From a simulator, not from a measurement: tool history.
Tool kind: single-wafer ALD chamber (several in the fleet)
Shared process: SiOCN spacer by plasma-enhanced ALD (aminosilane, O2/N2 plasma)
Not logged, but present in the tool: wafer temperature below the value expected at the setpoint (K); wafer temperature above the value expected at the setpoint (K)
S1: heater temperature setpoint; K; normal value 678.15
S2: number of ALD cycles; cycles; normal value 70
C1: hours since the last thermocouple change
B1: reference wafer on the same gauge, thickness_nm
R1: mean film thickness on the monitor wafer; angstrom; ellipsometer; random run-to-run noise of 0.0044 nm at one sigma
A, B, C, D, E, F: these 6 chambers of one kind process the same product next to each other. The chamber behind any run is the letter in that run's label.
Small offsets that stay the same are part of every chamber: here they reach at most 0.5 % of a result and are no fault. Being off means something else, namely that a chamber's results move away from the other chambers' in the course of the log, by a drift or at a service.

| run | hour | S1 | S2 | C1 | B1 | R1 |
|---|---|---|---|---|---|---|
| 1A | 13.7 | 678.15 | 70 | 636.4 | 4.769 | 41.787 |
| 2D | 24.5 | 678.15 | 70 | 455 | 4.7704 | 41.721 |
| 3E | 33 | 678.15 | 70 | 1449.4 | 4.7697 | 41.619 |
| 4C | 44.8 | 678.15 | 70 | 2534.8 | 4.7682 | 41.628 |
| 5B | 58.9 | 678.15 | 70 | 173.7 | 4.7681 | 41.557 |
| 6F | 66.4 | 678.15 | 70 | 591 | 4.7673 | 41.607 |
| 7E | 79.4 | 678.15 | 64 | 1495.8 | 4.7666 | 38.061 |
| 8C | 90.5 | 678.15 | 64 | 2580.5 | 4.7668 | 37.955 |
| 9A | 100.9 | 678.15 | 64 | 723.6 | 4.7674 | 38.231 |
| 10D | 110.5 | 678.15 | 64 | 541 | 4.7664 | 38.018 |
| 11F | 122.3 | 678.15 | 64 | 646.9 | 4.766 | 38.145 |
| 12B | 133.6 | 678.15 | 64 | 248.4 | 4.7648 | 37.9 |
| 13E | 145.9 | 678.15 | 70 | 1562.3 | 4.7646 | 41.585 |
| 14C | 159.4 | 689.15 | 79 | 2649.4 | 4.7632 | 45.37 |
| 15A | 171.2 | 689.15 | 79 | 793.9 | 4.7637 | 45.517 |
| 16B | 179.4 | 689.15 | 79 | 294.2 | 4.7618 | 45.199 |
| 17D | 194.8 | 689.15 | 79 | 625.3 | 4.7622 | 45.507 |
| 18F | 203.3 | 689.15 | 79 | 727.9 | 4.7634 | 45.378 |
| 19A | 217.5 | 689.15 | 79 | 840.2 | 4.761 | 45.494 |
| 20B | 226.8 | 678.15 | 70 | 341.6 | 4.7608 | 41.461 |
| 21E | 235.3 | 678.15 | 70 | 1651.7 | 4.76 | 41.426 |
| 22D | 242.2 | 678.15 | 70 | 672.7 | 4.7605 | 41.611 |
| 23F | 255.6 | 678.15 | 70 | 780.2 | 4.7594 | 41.56 |
| 24C | 263.4 | 678.15 | 70 | 2753.4 | 4.7588 | 41.52 |
| 25B | 270.9 | 678.15 | 70 | 385.7 | 4.759 | 41.528 |
| 26F | 281.5 | 678.15 | 70 | 806.1 | 4.7568 | 41.577 |
| 27C | 292.4 | 685.15 | 57 | 2782.4 | 4.7573 | 33.083 |
| 28E | 308 | 685.15 | 57 | 1724.4 | 4.7566 | 33.036 |
| 29D | 318.4 | 685.15 | 57 | 748.9 | 4.757 | 33.132 |
| 30A | 333.2 | 685.15 | 57 | 955.9 | 4.7567 | 33.246 |
|  | 339.4 | chamber C: thermocouple changed; heater temperature recalibrated |
| 31E | 347.7 | 685.15 | 57 | 1764.1 | 4.7544 | 33.049 |
| 32C | 358.7 | 685.15 | 57 | 19.3 | 4.7546 | 33.045 |
| 33F | 367.2 | 678.15 | 70 | 891.8 | 4.7549 | 41.512 |
| 34A | 374.8 | 678.15 | 70 | 997.5 | 4.7541 | 41.658 |
| 35B | 390.1 | 669.15 | 64 | 504.9 | 4.7542 | 38.458 |
| 36D | 398.7 | 669.15 | 64 | 829.2 | 4.7534 | 38.644 |
| 37D | 409.9 | 669.15 | 64 | 840.4 | 4.7528 | 38.488 |
| 38A | 421.9 | 669.15 | 64 | 1044.6 | 4.7509 | 38.618 |
|  | 427.6 | chamber F: thermocouple changed; heater temperature recalibrated |
|  | 428.8 | chamber E: thermocouple changed; heater temperature recalibrated |
| 39B | 431.8 | 669.15 | 64 | 546.6 | 4.7537 | 38.411 |
| 40E | 444 | 669.15 | 64 | 15.2 | 4.7506 | 38.456 |
| 41F | 459.5 | 678.15 | 70 | 31.9 | 4.749 | 41.569 |
| 42C | 473.9 | 678.15 | 70 | 134.5 | 4.7507 | 41.469 |
| 43D | 480.9 | 678.15 | 70 | 911.4 | 4.751 | 41.541 |
| 44F | 495.2 | 678.15 | 70 | 67.6 | 4.7499 | 41.488 |

What goes on in this fleet: one chamber off, a drifting gauge, or nothing beyond the chambers' own small offsets? Name the chamber and the cause, if any.

None of the chambers is off. What moves is the gauge, dragging all their readings along together.
Cause: gauge reads low (%) = 0.435.

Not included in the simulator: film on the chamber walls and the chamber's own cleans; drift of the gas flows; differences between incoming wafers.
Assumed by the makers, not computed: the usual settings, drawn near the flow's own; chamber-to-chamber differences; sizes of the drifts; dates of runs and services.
